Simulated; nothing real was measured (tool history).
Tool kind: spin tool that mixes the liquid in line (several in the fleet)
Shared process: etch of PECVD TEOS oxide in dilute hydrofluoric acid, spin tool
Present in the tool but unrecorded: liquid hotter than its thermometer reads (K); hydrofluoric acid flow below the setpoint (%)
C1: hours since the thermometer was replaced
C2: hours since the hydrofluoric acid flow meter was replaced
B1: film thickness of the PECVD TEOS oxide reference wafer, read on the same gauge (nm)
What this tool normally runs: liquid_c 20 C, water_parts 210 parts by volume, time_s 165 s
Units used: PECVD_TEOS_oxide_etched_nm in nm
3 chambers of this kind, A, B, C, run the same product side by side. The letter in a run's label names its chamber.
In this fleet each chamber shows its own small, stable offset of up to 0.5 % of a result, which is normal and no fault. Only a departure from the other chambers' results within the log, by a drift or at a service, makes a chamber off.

{"run": "1B", "hour": 5.3, "liquid_c": 20, "water_parts": 210, "time_s": 165, "C1": 594.8, "C2": 735.1, "B1": 140.01, "PECVD_TEOS_oxide_etched_nm": 11.246}
{"run": "2A", "hour": 9.6, "liquid_c": 20, "water_parts": 210, "time_s": 165, "C1": 1060.7, "C2": 803.3, "B1": 140, "PECVD_TEOS_oxide_etched_nm": 11.302}
{"run": "3C", "hour": 14.9, "liquid_c": 20, "water_parts": 210, "time_s": 165, "C1": 178, "C2": 1523, "B1": 140.01, "PECVD_TEOS_oxide_etched_nm": 11.242}
{"run": "4A", "hour": 19.8, "liquid_c": 20, "water_parts": 210, "time_s": 165, "C1": 1070.9, "C2": 813.5, "B1": 139.98, "PECVD_TEOS_oxide_etched_nm": 11.37}
{"run": "5C", "hour": 23.8, "liquid_c": 20, "water_parts": 210, "time_s": 165, "C1": 186.9, "C2": 1531.9, "B1": 140.06, "PECVD_TEOS_oxide_etched_nm": 11.41}
{"run": "6B", "hour": 28.6, "liquid_c": 20, "water_parts": 210, "time_s": 165, "C1": 618.1, "C2": 758.4, "B1": 139.97, "PECVD_TEOS_oxide_etched_nm": 11.305}
{"run": "7B", "hour": 33.7, "liquid_c": 20, "water_parts": 210, "time_s": 165, "C1": 623.2, "C2": 763.5, "B1": 140.05, "PECVD_TEOS_oxide_etched_nm": 11.342}
{"run": "8C", "hour": 39.0, "liquid_c": 20, "water_parts": 115, "time_s": 165, "C1": 202.1, "C2": 1547.1, "B1": 139.95, "PECVD_TEOS_oxide_etched_nm": 23.101}
{"run": "9A", "hour": 44.9, "liquid_c": 20, "water_parts": 115, "time_s": 165, "C1": 1096, "C2": 838.6, "B1": 140.02, "PECVD_TEOS_oxide_etched_nm": 22.299}
{"run": "10C", "hour": 49.4, "liquid_c": 20, "water_parts": 115, "time_s": 165, "C1": 212.5, "C2": 1557.5, "B1": 140.01, "PECVD_TEOS_oxide_etched_nm": 22.908}
{"run": "11B", "hour": 53.6, "liquid_c": 20, "water_parts": 210, "time_s": 165, "C1": 643.1, "C2": 783.4, "B1": 140.05, "PECVD_TEOS_oxide_etched_nm": 11.267}
{"run": "12A", "hour": 57.2, "liquid_c": 20, "water_parts": 210, "time_s": 165, "C1": 1108.3, "C2": 850.9, "B1": 139.98, "PECVD_TEOS_oxide_etched_nm": 11.362}
{"run": "13C", "hour": 61.7, "liquid_c": 17, "water_parts": 165, "time_s": 165, "C1": 224.8, "C2": 1569.8, "B1": 140, "PECVD_TEOS_oxide_etched_nm": 13.47}
{"run": "14A", "hour": 66.9, "liquid_c": 17, "water_parts": 165, "time_s": 165, "C1": 1118, "C2": 860.6, "B1": 140.01, "PECVD_TEOS_oxide_etched_nm": 13.143}
{"run": "15B", "hour": 70.2, "liquid_c": 17, "water_parts": 165, "time_s": 165, "C1": 659.7, "C2": 800, "B1": 140.01, "PECVD_TEOS_oxide_etched_nm": 13.168}
{"run": "16A", "hour": 73.5, "liquid_c": 20, "water_parts": 210, "time_s": 165, "C1": 1124.6, "C2": 867.2, "B1": 139.99, "PECVD_TEOS_oxide_etched_nm": 11.303}
{"run": "17C", "hour": 79.2, "liquid_c": 20, "water_parts": 210, "time_s": 165, "C1": 242.3, "C2": 1587.3, "B1": 140.01, "PECVD_TEOS_oxide_etched_nm": 11.312}
{"run": "18B", "hour": 81.9, "liquid_c": 20, "water_parts": 210, "time_s": 165, "C1": 671.4, "C2": 811.7, "B1": 139.99, "PECVD_TEOS_oxide_etched_nm": 11.278}
{"run": "19C", "hour": 87.6, "liquid_c": 20, "water_parts": 210, "time_s": 165, "C1": 250.7, "C2": 1595.7, "B1": 140.01, "PECVD_TEOS_oxide_etched_nm": 11.22}
{"run": "20A", "hour": 92.2, "liquid_c": 20, "water_parts": 210, "time_s": 165, "C1": 1143.3, "C2": 885.9, "B1": 139.98, "PECVD_TEOS_oxide_etched_nm": 11.249}
{"hour": 93.2, "done": "chamber C: hydrofluoric acid flow meter replaced"}
{"run": "21B", "hour": 95.4, "liquid_c": 20, "water_parts": 295, "time_s": 225, "C1": 684.9, "C2": 825.2, "B1": 139.99, "PECVD_TEOS_oxide_etched_nm": 10.185}
{"run": "22C", "hour": 99.2, "liquid_c": 20, "water_parts": 295, "time_s": 225, "C1": 262.3, "C2": 6, "B1": 140.04, "PECVD_TEOS_oxide_etched_nm": 10.112}
{"run": "23A", "hour": 102.5, "liquid_c": 20, "water_parts": 295, "time_s": 225, "C1": 1153.6, "C2": 896.2, "B1": 140.01, "PECVD_TEOS_oxide_etched_nm": 10.213}
{"run": "24B", "hour": 107.8, "liquid_c": 20, "water_parts": 210, "time_s": 165, "C1": 697.3, "C2": 837.6, "B1": 139.99, "PECVD_TEOS_oxide_etched_nm": 11.258}
{"run": "25B", "hour": 112.7, "liquid_c": 20, "water_parts": 210, "time_s": 165, "C1": 702.2, "C2": 842.5, "B1": 139.99, "PECVD_TEOS_oxide_etched_nm": 11.265}
{"run": "26C", "hour": 118.0, "liquid_c": 20, "water_parts": 210, "time_s": 165, "C1": 281.1, "C2": 24.8, "B1": 139.95, "PECVD_TEOS_oxide_etched_nm": 11.195}
{"run": "27A", "hour": 122.1, "liquid_c": 20, "water_parts": 210, "time_s": 165, "C1": 1173.2, "C2": 915.8, "B1": 139.98, "PECVD_TEOS_oxide_etched_nm": 11.254}
{"run": "28A", "hour": 126.7, "liquid_c": 20, "water_parts": 210, "time_s": 165, "C1": 1177.8, "C2": 920.4, "B1": 140.02, "PECVD_TEOS_oxide_etched_nm": 11.209}
{"run": "29B", "hour": 130.1, "liquid_c": 20, "water_parts": 210, "time_s": 165, "C1": 719.6, "C2": 859.9, "B1": 139.99, "PECVD_TEOS_oxide_etched_nm": 11.426}
{"run": "30C", "hour": 135.0, "liquid_c": 20, "water_parts": 210, "time_s": 165, "C1": 298.1, "C2": 41.8, "B1": 140.01, "PECVD_TEOS_oxide_etched_nm": 11.471}
{"run": "31B", "hour": 138.3, "liquid_c": 20, "water_parts": 210, "time_s": 165, "C1": 727.8, "C2": 868.1, "B1": 139.96, "PECVD_TEOS_oxide_etched_nm": 11.337}
{"run": "32A", "hour": 141.7, "liquid_c": 20, "water_parts": 210, "time_s": 165, "C1": 1192.8, "C2": 935.4, "B1": 140, "PECVD_TEOS_oxide_etched_nm": 11.271}
{"run": "33C", "hour": 144.7, "liquid_c": 20, "water_parts": 210, "time_s": 165, "C1": 307.8, "C2": 51.5, "B1": 139.98, "PECVD_TEOS_oxide_etched_nm": 11.303}
{"run": "34B", "hour": 150.4, "liquid_c": 20, "water_parts": 210, "time_s": 165, "C1": 739.9, "C2": 880.2, "B1": 139.99, "PECVD_TEOS_oxide_etched_nm": 11.202}
{"run": "35C", "hour": 154.7, "liquid_c": 20, "water_parts": 210, "time_s": 165, "C1": 317.8, "C2": 61.5, "B1": 140.01, "PECVD_TEOS_oxide_etched_nm": 11.391}
{"run": "36A", "hour": 158.0, "liquid_c": 20, "water_parts": 210, "time_s": 165, "C1": 1209.1, "C2": 951.7, "B1": 139.98, "PECVD_TEOS_oxide_etched_nm": 11.39}
{"run": "37C", "hour": 163.3, "liquid_c": 21.5, "water_parts": 160, "time_s": 165, "C1": 326.4, "C2": 70.1, "B1": 139.98, "PECVD_TEOS_oxide_etched_nm": 16.584}
{"run": "38A", "hour": 168.4, "liquid_c": 21.5, "water_parts": 160, "time_s": 165, "C1": 1219.5, "C2": 962.1, "B1": 139.99, "PECVD_TEOS_oxide_etched_nm": 16.28}
{"run": "39B", "hour": 172.7, "liquid_c": 21.5, "water_parts": 160, "time_s": 165, "C1": 762.2, "C2": 902.5, "B1": 140, "PECVD_TEOS_oxide_etched_nm": 16.57}

Has any chamber moved away from the others, gradually or after a service, or does the common gauge drift, or do the chambers differ only by their own small steady offsets? State the chamber and the most likely cause if one applies.

No chamber is off and the gauge is stable; the differences are just each chamber's small, constant offset.
